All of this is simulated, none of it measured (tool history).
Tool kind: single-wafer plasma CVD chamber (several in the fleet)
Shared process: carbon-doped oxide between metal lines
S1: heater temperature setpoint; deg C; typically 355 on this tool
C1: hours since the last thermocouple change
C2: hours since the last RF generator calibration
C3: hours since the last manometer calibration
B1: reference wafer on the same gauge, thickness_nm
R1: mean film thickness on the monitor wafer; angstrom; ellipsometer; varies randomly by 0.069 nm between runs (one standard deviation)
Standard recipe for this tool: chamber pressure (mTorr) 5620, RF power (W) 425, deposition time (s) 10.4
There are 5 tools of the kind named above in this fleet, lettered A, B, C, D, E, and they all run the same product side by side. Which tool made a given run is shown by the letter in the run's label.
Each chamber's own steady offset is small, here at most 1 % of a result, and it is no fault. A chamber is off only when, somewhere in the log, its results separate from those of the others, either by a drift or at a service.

Run 1E, hour 2.5: usual settings; C1 2522.7; C2 1583.8; C3 414.7; B1 46.697. Result: R1 486.42 angstrom.
Run 2C, hour 7.1: usual settings; C1 1225.8; C2 2153.0; C3 1630.0; B1 46.712. Result: R1 483.67 angstrom.
Run 3A, hour 10.2: usual settings; C1 2012.5; C2 515.3; C3 92.2; B1 46.705. Result: R1 489.23 angstrom.
Run 4D, hour 12.3: usual settings; C1 449.4; C2 670.6; C3 730.6; B1 46.733. Result: R1 484.63 angstrom.
Run 5B, hour 14.5: usual settings; C1 1974.5; C2 244.3; C3 651.7; B1 46.729. Result: R1 480.23 angstrom.
Run 6E, hour 18.8: usual settings; C1 2539.0; C2 1600.1; C3 431.0; B1 46.724. Result: R1 485.88 angstrom.
Run 7A, hour 23.5: usual settings but S1 341 deg C; C1 2025.8; C2 528.6; C3 105.5; B1 46.743. Result: R1 508.67 angstrom.
Run 8C, hour 26.2: usual settings but S1 341 deg C; C1 1244.9; C2 2172.1; C3 1649.1; B1 46.755. Result: R1 505.21 angstrom.
Run 9B, hour 30.4: usual settings but S1 341 deg C; C1 1990.4; C2 260.2; C3 667.6; B1 46.759. Result: R1 500.26 angstrom.
Run 10D, hour 34.2: usual settings but S1 341 deg C; C1 471.3; C2 692.5; C3 752.5; B1 46.781. Result: R1 505.42 angstrom.
Run 11B, hour 38.0: usual settings but S1 341 deg C; C1 1998.0; C2 267.8; C3 675.2; B1 46.784. Result: R1 500.15 angstrom.
Run 12E, hour 41.3: usual settings; C1 2561.5; C2 1622.6; C3 453.5; B1 46.790. Result: R1 486.28 angstrom.
Run 13D, hour 45.9: usual settings; C1 483.0; C2 704.2; C3 764.2; B1 46.777. Result: R1 485.46 angstrom.
Run 14C, hour 50.6: usual settings; C1 1269.3; C2 2196.5; C3 1673.5; B1 46.821. Result: R1 485.74 angstrom.
Run 15A, hour 55.1: usual settings; C1 2057.4; C2 560.2; C3 137.1; B1 46.816. Result: R1 488.98 angstrom.
Run 16E, hour 58.6: usual settings; C1 2578.8; C2 1639.9; C3 470.8; B1 46.825. Result: R1 485.94 angstrom.
Run 17C, hour 61.1: usual settings; C1 1279.8; C2 2207.0; C3 1684.0; B1 46.831. Result: R1 486.01 angstrom.
Run 18B, hour 65.6: usual settings; C1 2025.6; C2 295.4; C3 702.8; B1 46.842. Result: R1 481.74 angstrom.
Run 19D, hour 68.4: usual settings; C1 505.5; C2 726.7; C3 786.7; B1 46.838. Result: R1 485.31 angstrom.
Run 20A, hour 73.0: usual settings; C1 2075.3; C2 578.1; C3 155.0; B1 46.850. Result: R1 489.94 angstrom.
Run 21B, hour 75.3: usual settings; C1 2035.3; C2 305.1; C3 712.5; B1 46.854. Result: R1 482.60 angstrom.
Run 22A, hour 78.0: usual settings; C1 2080.3; C2 583.1; C3 160.0; B1 46.852. Result: R1 488.46 angstrom.
Run 23D, hour 80.7: usual settings; C1 517.8; C2 739.0; C3 799.0; B1 46.870. Result: R1 484.59 angstrom.
Run 24E, hour 85.5: usual settings; C1 2605.7; C2 1666.8; C3 497.7; B1 46.880. Result: R1 486.61 angstrom.
Run 25C, hour 89.8: usual settings; C1 1308.5; C2 2235.7; C3 1712.7; B1 46.892. Result: R1 485.64 angstrom.
Run 26E, hour 93.7: usual settings; C1 2613.9; C2 1675.0; C3 505.9; B1 46.912. Result: R1 486.79 angstrom.
Run 27D, hour 97.4: usual settings; C1 534.5; C2 755.7; C3 815.7; B1 46.894. Result: R1 485.69 angstrom.
Run 28B, hour 101.6: usual settings; C1 2061.6; C2 331.4; C3 738.8; B1 46.919. Result: R1 482.90 angstrom.
Run 29A, hour 104.5: usual settings; C1 2106.8; C2 609.6; C3 186.5; B1 46.924. Result: R1 489.66 angstrom.
At hour 107.7: chamber E: RF generator calibrated.
Run 30C, hour 107.9: usual settings but chamber pressure (mTorr) 6950; C1 1326.6; C2 2253.8; C3 1730.8; B1 46.932. Result: R1 497.18 angstrom.
Run 31E, hour 112.5: usual settings but chamber pressure (mTorr) 6950; C1 2632.7; C2 4.8; C3 524.7; B1 46.934. Result: R1 497.46 angstrom.
Run 32B, hour 116.6: usual settings but chamber pressure (mTorr) 6950; C1 2076.6; C2 346.4; C3 753.8; B1 46.947. Result: R1 492.77 angstrom.
Run 33D, hour 120.5: usual settings but chamber pressure (mTorr) 6950; C1 557.6; C2 778.8; C3 838.8; B1 46.953. Result: R1 496.44 angstrom.
Run 34A, hour 124.3: usual settings but chamber pressure (mTorr) 6950; C1 2126.6; C2 629.4; C3 206.3; B1 46.964. Result: R1 500.71 angstrom.

Is one chamber out of step, is the gauge drifting, or do the chambers differ by no more than their own small offsets? For an off chamber, give its letter and the likeliest cause.

No chamber is off; the gauge reading every chamber's wafers drifts, which makes the whole fleet appear to move together.
Most likely cause: gauge reads high (%) = 0.582.
